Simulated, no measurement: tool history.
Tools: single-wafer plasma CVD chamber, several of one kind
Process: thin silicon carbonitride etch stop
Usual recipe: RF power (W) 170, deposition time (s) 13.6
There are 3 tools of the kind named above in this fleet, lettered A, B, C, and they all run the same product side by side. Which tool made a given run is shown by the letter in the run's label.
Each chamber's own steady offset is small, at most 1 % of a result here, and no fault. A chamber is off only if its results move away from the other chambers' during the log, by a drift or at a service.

| run | day | RF power (W) | deposition time (s) | hours since the last thermocouple change | hours since the last RF generator calibration | read-back reference wafer on the same gauge, thickness_nm | mean film thickness on the monitor wafer (nm) |
|---|---|---|---|---|---|---|---|
| 1B | 0.354 | 170 | 13.6 | 1306.4 | 42.5 | 7.5891 | 7.3632 |
| 2C | 0.725 | 170 | 13.6 | 1166.1 | 136.8 | 7.5967 | 7.4149 |
| 3A | 1.083 | 170 | 13.6 | 652.6 | 1174.4 | 7.5953 | 7.3455 |
| 4C | 1.658 | 170 | 13.6 | 1188.5 | 159.2 | 7.5884 | 7.3992 |
| 5B | 2.075 | 170 | 13.6 | 1347.7 | 83.8 | 7.5864 | 7.3531 |
| 6A | 2.467 | 170 | 13.6 | 685.8 | 1207.6 | 7.5991 | 7.4152 |
| 7C | 2.942 | 170 | 13.6 | 1219.3 | 190.0 | 7.5974 | 7.4081 |
| 8B | 3.392 | 145 | 11.8 | 1379.3 | 115.4 | 7.5885 | 6.0760 |
| 9A | 3.708 | 145 | 11.8 | 715.6 | 1237.4 | 7.5853 | 6.1577 |
| 10B | 4.000 | 145 | 11.8 | 1393.9 | 130.0 | 7.5926 | 6.0637 |
| 11A | 4.521 | 170 | 12.2 | 735.1 | 1256.9 | 7.5916 | 6.6539 |
| 12C | 4.829 | 170 | 12.2 | 1264.6 | 235.3 | 7.5842 | 6.5701 |
| 13C | 5.200 | 170 | 12.2 | 1273.5 | 244.2 | 7.5902 | 6.6469 |
| 14B | 5.592 | 170 | 13.6 | 1432.1 | 168.2 | 7.5866 | 7.3757 |
| 15A | 6.088 | 170 | 13.6 | 772.7 | 1294.5 | 7.5970 | 7.3630 |
| 16A | 6.583 | 170 | 13.6 | 784.6 | 1306.4 | 7.5901 | 7.3414 |
| 17C | 6.892 | 170 | 13.6 | 1314.1 | 284.8 | 7.5896 | 7.3419 |
| 18B | 7.262 | 145 | 13.6 | 1472.2 | 208.3 | 7.5859 | 6.9752 |
| 19A | 7.746 | 145 | 13.6 | 812.5 | 1334.3 | 7.6001 | 7.0347 |
| 20C | 8.342 | 145 | 13.6 | 1348.9 | 319.6 | 7.5825 | 6.9647 |

What goes on in this fleet: one chamber off, a drifting gauge, or nothing beyond the chambers' own small offsets? Name the chamber and the cause, if any.

No chamber stands off beyond its own small offset, and the gauge holds steady.
